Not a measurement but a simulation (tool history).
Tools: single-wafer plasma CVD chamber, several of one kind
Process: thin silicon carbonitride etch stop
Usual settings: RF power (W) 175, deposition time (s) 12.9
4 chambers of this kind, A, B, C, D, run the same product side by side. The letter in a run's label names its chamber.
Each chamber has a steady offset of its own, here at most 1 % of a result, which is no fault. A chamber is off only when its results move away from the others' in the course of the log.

run,hour,RF power (W),deposition time (s),hours since the last thermocouple change,hours since the last RF generator calibration,"read-back reference wafer on the same gauge, thickness_nm",mean film thickness on the monitor wafer (angstrom)
1C,6.3,175,12.9,1574.5,141.7,7.8303,70.671
2D,10.5,175,12.9,541.9,1426.6,7.8334,70.643
3A,17.5,175,12.9,689.2,1620.6,7.8320,70.476
4B,22.9,175,12.9,1202.2,997.0,7.8312,70.250
5C,27.0,175,12.9,1595.2,162.4,7.8354,70.717
6A,33.4,155,15.0,705.1,1636.5,7.8298,78.568
7B,38.0,155,15.0,1217.3,1012.1,7.8217,78.370
8D,45.5,155,15.0,576.9,1461.6,7.8322,79.333
9B,52.1,155,15.0,1231.4,1026.2,7.8342,78.663
10D,57.7,175,12.9,589.1,1473.8,7.8325,71.187
11C,61.6,175,12.9,1629.8,197.0,7.8239,70.462
12A,67.7,175,12.9,739.4,1670.8,7.8235,70.578
13A,74.3,175,12.9,746.0,1677.4,7.8383,70.561
14C,78.3,175,12.9,1646.5,213.7,7.8305,70.359
15B,85.3,175,12.9,1264.6,1059.4,7.8301,69.393
16D,89.4,175,11.8,620.8,1505.5,7.8321,64.790
17D,95.8,175,11.8,627.2,1511.9,7.8323,64.943
18A,100.9,175,11.8,772.6,1704.0,7.8328,64.419
19B,107.7,175,11.8,1287.0,1081.8,7.8294,63.839
20C,113.9,175,12.9,1682.1,249.3,7.8254,70.242
21B,120.7,175,12.9,1300.0,1094.8,7.8265,69.946
22C,127.3,175,12.9,1695.5,262.7,7.8259,70.247
23A,134.6,175,12.9,806.3,1737.7,7.8246,70.090
24D,138.6,175,12.9,670.0,1554.7,7.8271,71.261
25C,144.9,175,12.9,1713.1,280.3,7.8252,70.579
26A,150.1,175,12.9,821.8,1753.2,7.8280,70.196
27D,156.3,175,12.9,687.7,1572.4,7.8329,71.139
28B,161.4,175,12.9,1340.7,1135.5,7.8283,70.254
29D,165.0,175,12.9,696.4,1581.1,7.8299,70.867
30A,169.9,175,12.9,841.6,1773.0,7.8303,70.519
31C,176.9,175,12.9,1745.1,312.3,7.8326,70.231
32B,181.0,175,12.9,1360.3,1155.1,7.8274,70.059
33A,184.4,175,12.9,856.1,1787.5,7.8309,70.175
34D,188.3,175,12.9,719.7,1604.4,7.8277,71.343
35B,192.2,175,12.9,1371.5,1166.3,7.8230,69.551
36C,195.6,175,12.9,1763.8,331.0,7.8338,70.387
37B,199.4,175,12.9,1378.7,1173.5,7.8342,69.734
38D,203.5,175,12.9,734.9,1619.6,7.8316,71.171
39A,207.3,175,12.9,879.0,1810.4,7.8298,70.092

What goes on in this fleet: one chamber off, a drifting gauge, or nothing beyond the chambers' own small offsets? Name the chamber and the cause, if any.

No chamber stands off beyond its own small offset, and the gauge holds steady.
